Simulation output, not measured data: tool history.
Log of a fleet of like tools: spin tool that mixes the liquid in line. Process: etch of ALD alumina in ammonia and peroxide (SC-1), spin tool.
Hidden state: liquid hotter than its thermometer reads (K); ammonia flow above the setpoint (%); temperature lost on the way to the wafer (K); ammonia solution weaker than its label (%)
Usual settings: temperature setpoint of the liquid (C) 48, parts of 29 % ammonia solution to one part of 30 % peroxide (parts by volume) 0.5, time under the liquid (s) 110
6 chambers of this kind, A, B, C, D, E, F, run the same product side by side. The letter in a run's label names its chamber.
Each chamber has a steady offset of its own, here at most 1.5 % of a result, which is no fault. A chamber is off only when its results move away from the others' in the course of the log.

run,hour,temperature setpoint of the liquid (C),parts of 29 % ammonia solution to one part of 30 % peroxide (parts by volume),time under the liquid (s),hours since the thermometer was replaced,hours since the ammonia flow meter was replaced,hours since the heated supply line was repaired,hours since the drum of ammonia solution was connected,"read-back film thickness of the ALD alumina reference wafer, read on the same gauge (nm)",thickness taken off the ALD alumina on a monitor wafer (Å)
1B,10.5,48,0.5,110,302.7,603.3,693.3,442.6,130.01,53.752
2F,21.8,48,0.5,110,1384.6,617.5,439.9,229.4,130.00,54.403
3E,33.9,48,0.5,110,204.4,998.6,1296.3,328.7,130.00,53.532
4D,42.8,48,0.5,110,79.2,351.1,334.4,183.4,129.97,53.506
5C,55.6,48,0.5,110,129.5,430.7,1462.1,267.0,130.01,53.501
6A,70.6,48,0.5,110,117.0,436.6,3250.4,143.3,130.04,53.326
7D,83.7,48,0.5,110,120.1,392.0,375.3,224.3,130.02,53.602
# hour 87.3: chamber E: new drum of ammonia solution connected
# hour 92.0: chamber D: new drum of ammonia solution connected
8B,93.0,48,0.5,110,385.2,685.8,775.8,525.1,130.00,53.296
9C,101.2,48,0.5,70,175.1,476.3,1507.7,312.6,130.01,34.248
10A,108.0,48,0.5,70,154.4,474.0,3287.8,180.7,129.99,33.861
11E,117.2,48,0.5,70,287.7,1081.9,1379.6,30.0,130.01,34.003
# hour 120.5: chamber D: ammonia flow meter replaced
12F,130.0,48,0.5,70,1492.8,725.7,548.1,337.6,130.02,34.161
13A,140.3,48,0.5,70,186.7,506.3,3320.1,213.0,130.00,33.723
14D,150.9,48,0.5,70,187.3,30.4,442.5,59.0,129.99,34.079
15C,163.0,48,0.5,110,236.9,538.1,1569.5,374.4,130.01,54.139
16B,172.1,48,0.5,110,464.3,764.9,854.9,604.2,130.00,53.008
17E,182.3,48,0.5,110,352.8,1147.0,1444.7,95.1,129.99,53.222
18F,196.6,48,0.5,110,1559.4,792.3,614.7,404.2,130.01,53.658
19B,208.6,48,0.5,110,500.8,801.4,891.4,640.7,130.02,52.257
# hour 209.1: chamber B: new drum of ammonia solution connected
# hour 215.6: chamber F: thermometer replaced
20A,216.1,48,0.5,110,262.5,582.1,3395.9,288.8,130.05,53.472
21F,225.1,48,0.5,110,9.6,820.8,643.2,432.7,130.01,53.764
22E,232.8,48,0.5,110,403.3,1197.5,1495.2,145.6,130.04,53.752
# hour 242.6: chamber B: thermometer replaced
23D,246.8,48,0.5,110,283.2,126.3,538.4,154.9,130.01,53.386
24C,261.2,48,0.5,110,335.1,636.3,1667.7,472.6,130.03,54.097
25C,270.5,48,0.5,110,344.4,645.6,1677.0,481.9,130.04,54.054
26E,280.7,48,0.5,110,451.2,1245.4,1543.1,193.5,130.01,53.169
# hour 283.5: chamber C: new drum of ammonia solution connected
27D,295.5,48,0.5,110,331.9,175.0,587.1,203.6,130.00,53.028
# hour 297.4: chamber E: thermometer replaced
# hour 302.0: chamber B: ammonia flow meter replaced
# hour 306.1: chamber A: new drum of ammonia solution connected
28A,308.9,48,0.5,110,355.3,674.9,3488.7,2.8,130.02,53.825
29F,316.4,48,0.5,110,100.9,912.1,734.5,524.0,129.96,54.072
30B,323.3,48,0.5,110,80.8,21.4,1006.1,114.3,129.98,50.408
31D,330.8,48,0.5,110,367.2,210.3,622.4,238.9,130.02,53.191
# hour 334.9: chamber C: ammonia flow meter replaced
32B,337.6,48,0.5,110,95.1,35.7,1020.4,128.6,129.98,49.989
33F,347.6,48,0.5,110,132.1,943.3,765.7,555.2,129.98,53.768
34A,358.8,48,0.5,110,405.2,724.8,3538.6,52.7,130.00,53.381
35E,373.1,48,0.5,110,75.8,1337.8,1635.5,285.9,130.03,53.898
36C,387.6,48,0.5,110,461.5,52.7,1794.1,104.2,130.02,54.509

Is one chamber off against the others, does the gauge drift, or is nothing wrong? If a chamber is off, say which, and what the likeliest cause is.

Chamber B drifts away from the others.
Cause: temperature lost on the way to the wafer (K) = 1.57.

Here are 4 candidates for chamber B's next run, each the usual settings with a change, their results left as question marks. Which one brings its results back in line with what the others give on the usual settings?
In line means no further than this from the other chambers' mean on the usual settings: thickness taken off the ALD alumina on a monitor wafer (Å) 1.200
37B-1,398.6,48,0.5,120,,,,,,?
37B-2,398.6,47,0.5,105,,,,,,?
37B-3,398.6,47,0.5,110,,,,,,?
37B-4,398.6,48,0.5,115,,,,,,?

The other chambers' mean on the usual settings: thickness taken off the ALD alumina on a monitor wafer (Å) 53.597
run,thickness taken off the ALD alumina on a monitor wafer (Å)
37B-1,53.347
37B-2,44.086
37B-3,46.185
37B-4,51.124
37B-1 brings the chamber back in line.
